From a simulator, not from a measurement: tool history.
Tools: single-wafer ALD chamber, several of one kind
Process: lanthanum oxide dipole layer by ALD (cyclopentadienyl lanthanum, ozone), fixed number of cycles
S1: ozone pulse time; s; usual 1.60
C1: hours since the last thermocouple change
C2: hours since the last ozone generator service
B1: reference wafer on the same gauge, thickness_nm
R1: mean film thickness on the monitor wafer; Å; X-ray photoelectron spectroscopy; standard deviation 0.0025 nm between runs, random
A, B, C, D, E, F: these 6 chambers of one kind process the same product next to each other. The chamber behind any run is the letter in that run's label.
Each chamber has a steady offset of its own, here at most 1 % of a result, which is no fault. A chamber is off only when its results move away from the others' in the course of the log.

Run 1F, day 0.208: usual settings; C1 710.7; C2 1566.7; B1 0.58722. Result: R1 5.5842 Å.
Run 2C, day 0.392: usual settings; C1 553.5; C2 946.6; B1 0.58690. Result: R1 5.5656 Å.
Run 3A, day 0.767: usual settings; C1 293.2; C2 857.9; B1 0.58693. Result: R1 5.6048 Å.
Run 4B, day 1.000: usual settings; C1 631.4; C2 533.6; B1 0.58706. Result: R1 5.5096 Å.
Run 5E, day 1.246: usual settings; C1 192.5; C2 151.8; B1 0.58632. Result: R1 5.5287 Å.
Run 6D, day 1.600: usual settings; C1 2104.5; C2 1113.0; B1 0.58698. Result: R1 5.4955 Å.
Run 7E, day 1.825: usual settings; C1 206.4; C2 165.7; B1 0.58751. Result: R1 5.5860 Å.
Run 8D, day 2.204: usual settings; C1 2119.0; C2 1127.5; B1 0.58646. Result: R1 5.5142 Å.
Run 9C, day 2.404: usual settings; C1 601.8; C2 994.9; B1 0.58715. Result: R1 5.4900 Å.
Run 10B, day 2.629: usual settings; C1 670.5; C2 572.7; B1 0.58702. Result: R1 5.5349 Å.
Run 11F, day 2.896: usual settings; C1 775.2; C2 1631.2; B1 0.58678. Result: R1 5.5928 Å.
Run 12A, day 3.071: usual settings; C1 348.5; C2 913.2; B1 0.58655. Result: R1 5.5643 Å.
Run 13D, day 3.325: usual settings; C1 2145.9; C2 1154.4; B1 0.58671. Result: R1 5.5220 Å.
At day 3.367: chamber C: ozone generator serviced.
At day 3.417: chamber F: ozone generator serviced.
Run 14B, day 3.558: usual settings; C1 692.8; C2 595.0; B1 0.58761. Result: R1 5.5147 Å.
Run 15C, day 3.921: usual settings; C1 638.2; C2 13.3; B1 0.58668. Result: R1 5.5317 Å.
Run 16A, day 4.183: usual settings; C1 375.2; C2 939.9; B1 0.58677. Result: R1 5.5726 Å.
Run 17E, day 4.504: usual settings; C1 270.7; C2 230.0; B1 0.58674. Result: R1 5.5663 Å.
Run 18F, day 4.683: usual settings; C1 818.1; C2 30.4; B1 0.58684. Result: R1 5.5689 Å.
Run 19A, day 5.021: usual settings; C1 395.3; C2 960.0; B1 0.58699. Result: R1 5.5726 Å.
Run 20D, day 5.350: usual settings; C1 2194.5; C2 1203.0; B1 0.58670. Result: R1 5.4908 Å.
Run 21E, day 5.679: usual settings; C1 298.9; C2 258.2; B1 0.58725. Result: R1 5.5629 Å.
Run 22C, day 6.008: usual settings; C1 688.3; C2 63.4; B1 0.58671. Result: R1 5.5218 Å.
Run 23F, day 6.304: usual settings; C1 857.0; C2 69.3; B1 0.58675. Result: R1 5.6203 Å.
Run 24B, day 6.625: usual settings; C1 766.4; C2 668.6; B1 0.58748. Result: R1 5.5390 Å.
Run 25F, day 6.825: usual settings; C1 869.5; C2 81.8; B1 0.58635. Result: R1 5.6090 Å.
Run 26D, day 7.179: usual settings; C1 2238.4; C2 1246.9; B1 0.58786. Result: R1 5.5951 Å.
Run 27E, day 7.538: usual settings; C1 343.5; C2 302.8; B1 0.58666. Result: R1 5.5314 Å.
Run 28B, day 7.708: usual settings; C1 792.4; C2 694.6; B1 0.58724. Result: R1 5.5393 Å.
Run 29A, day 8.058: usual settings; C1 468.2; C2 1032.9; B1 0.58690. Result: R1 5.5744 Å.
Run 30C, day 8.371: usual settings; C1 745.0; C2 120.1; B1 0.58733. Result: R1 5.5888 Å.
Run 31B, day 8.538: usual settings; C1 812.3; C2 714.5; B1 0.58673. Result: R1 5.5284 Å.
Run 32A, day 8.800: usual settings; C1 486.0; C2 1050.7; B1 0.58662. Result: R1 5.6162 Å.
Run 33D, day 8.979: usual settings; C1 2281.6; C2 1290.1; B1 0.58710. Result: R1 5.5480 Å.
Run 34C, day 9.321: usual settings but S1 2.20 s; C1 767.8; C2 142.9; B1 0.58721. Result: R1 5.6790 Å.
Run 35F, day 9.562: usual settings but S1 2.20 s; C1 935.2; C2 147.5; B1 0.58713. Result: R1 5.7488 Å.
Run 36E, day 9.733: usual settings but S1 2.20 s; C1 396.2; C2 355.5; B1 0.58694. Result: R1 5.7053 Å.
Run 37F, day 10.033: usual settings but S1 2.20 s; C1 946.5; C2 158.8; B1 0.58716. Result: R1 5.7530 Å.

What goes on in this fleet: one chamber off, a drifting gauge, or nothing beyond the chambers' own small offsets? Name the chamber and the cause, if any.

Nothing is wrong: each chamber keeps only its own small, steady offset and the gauge holds still.
